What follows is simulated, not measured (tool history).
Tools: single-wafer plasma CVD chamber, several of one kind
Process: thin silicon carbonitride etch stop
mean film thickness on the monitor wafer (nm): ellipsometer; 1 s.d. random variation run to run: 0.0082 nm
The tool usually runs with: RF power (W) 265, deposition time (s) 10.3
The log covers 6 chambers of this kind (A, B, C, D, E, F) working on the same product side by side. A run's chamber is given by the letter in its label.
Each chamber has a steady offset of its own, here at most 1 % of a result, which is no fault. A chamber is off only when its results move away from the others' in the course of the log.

| run | hour | RF power (W) | deposition time (s) | read-back reference wafer on the same gauge, thickness_nm | mean film thickness on the monitor wafer (nm) |
|---|---|---|---|---|---|
| 1D | 5.3 | 265 | 10.3 | 5.2097 | 6.3729 |
| 2C | 11.4 | 265 | 10.3 | 5.2113 | 6.3904 |
| 3B | 19.9 | 265 | 10.3 | 5.2076 | 6.3938 |
| 4F | 26.9 | 265 | 10.3 | 5.2084 | 6.4318 |
| 5E | 34.1 | 265 | 10.3 | 5.2080 | 6.3340 |
| 6A | 42.0 | 235 | 10.3 | 5.2073 | 6.1603 |
| 7D | 53.2 | 235 | 10.3 | 5.2046 | 6.1363 |
| 8F | 59.9 | 235 | 10.3 | 5.2057 | 6.1962 |
| 9B | 69.2 | 235 | 10.3 | 5.2033 | 6.1631 |
| 10E | 80.8 | 235 | 10.3 | 5.2022 | 6.1125 |
| 11C | 89.3 | 235 | 10.3 | 5.2034 | 6.1613 |
| 12A | 96.0 | 265 | 10.3 | 5.2015 | 6.3827 |
| 13E | 106.7 | 265 | 11.8 | 5.2010 | 7.2460 |
| 14B | 116.9 | 265 | 11.8 | 5.1993 | 7.3296 |
| 15D | 122.9 | 265 | 11.8 | 5.1972 | 7.2693 |
| 16C | 130.8 | 265 | 11.8 | 5.1975 | 7.3084 |
| 17F | 139.5 | 265 | 11.8 | 5.1971 | 7.3311 |
| 18A | 150.7 | 265 | 11.8 | 5.1974 | 7.3144 |
| 19D | 162.1 | 265 | 10.3 | 5.1947 | 6.3411 |
| 20B | 168.2 | 265 | 10.3 | 5.1959 | 6.3904 |
| 21C | 178.3 | 265 | 10.3 | 5.1959 | 6.3687 |
| 22F | 185.7 | 265 | 10.3 | 5.1954 | 6.4029 |
| 23A | 192.5 | 265 | 10.3 | 5.1930 | 6.3641 |
| 24E | 203.6 | 240 | 10.3 | 5.1912 | 6.1113 |
| 25F | 210.4 | 240 | 10.3 | 5.1914 | 6.1996 |
| 26E | 217.8 | 240 | 10.3 | 5.1918 | 6.1335 |
| 27A | 227.7 | 240 | 10.3 | 5.1906 | 6.1840 |
| 28C | 237.8 | 240 | 10.3 | 5.1898 | 6.1895 |
|  | 238.7 | chamber D: RF generator calibrated |
| 29B | 249.6 | 240 | 10.3 | 5.1885 | 6.1925 |
| 30D | 257.6 | 265 | 10.3 | 5.1872 | 6.3225 |
| 31A | 268.4 | 265 | 10.3 | 5.1885 | 6.3656 |
| 32F | 273.8 | 265 | 10.3 | 5.1869 | 6.3783 |
| 33E | 282.7 | 265 | 10.3 | 5.1873 | 6.3009 |
| 34B | 289.7 | 265 | 10.3 | 5.1854 | 6.3839 |
| 35D | 294.9 | 245 | 10.3 | 5.1844 | 6.1871 |
| 36C | 302.7 | 245 | 10.3 | 5.1848 | 6.2184 |
| 37B | 310.0 | 245 | 10.3 | 5.1831 | 6.2210 |

Each of the 6 chambers runs these same settings next. Fill in every chamber's results:
| 38A | 318.5 | 265 | 10.3 |  | ? |
| 38B | 318.5 | 265 | 10.3 |  | ? |
| 38C | 318.5 | 265 | 10.3 |  | ? |
| 38D | 318.5 | 265 | 10.3 |  | ? |
| 38E | 318.5 | 265 | 10.3 |  | ? |
| 38F | 318.5 | 265 | 10.3 |  | ? |

| run | mean film thickness on the monitor wafer (nm) |
|---|---|
| 38A | 6.3541 |
| 38B | 6.3680 |
| 38C | 6.3394 |
| 38D | 6.3273 |
| 38E | 6.3089 |
| 38F | 6.3980 |
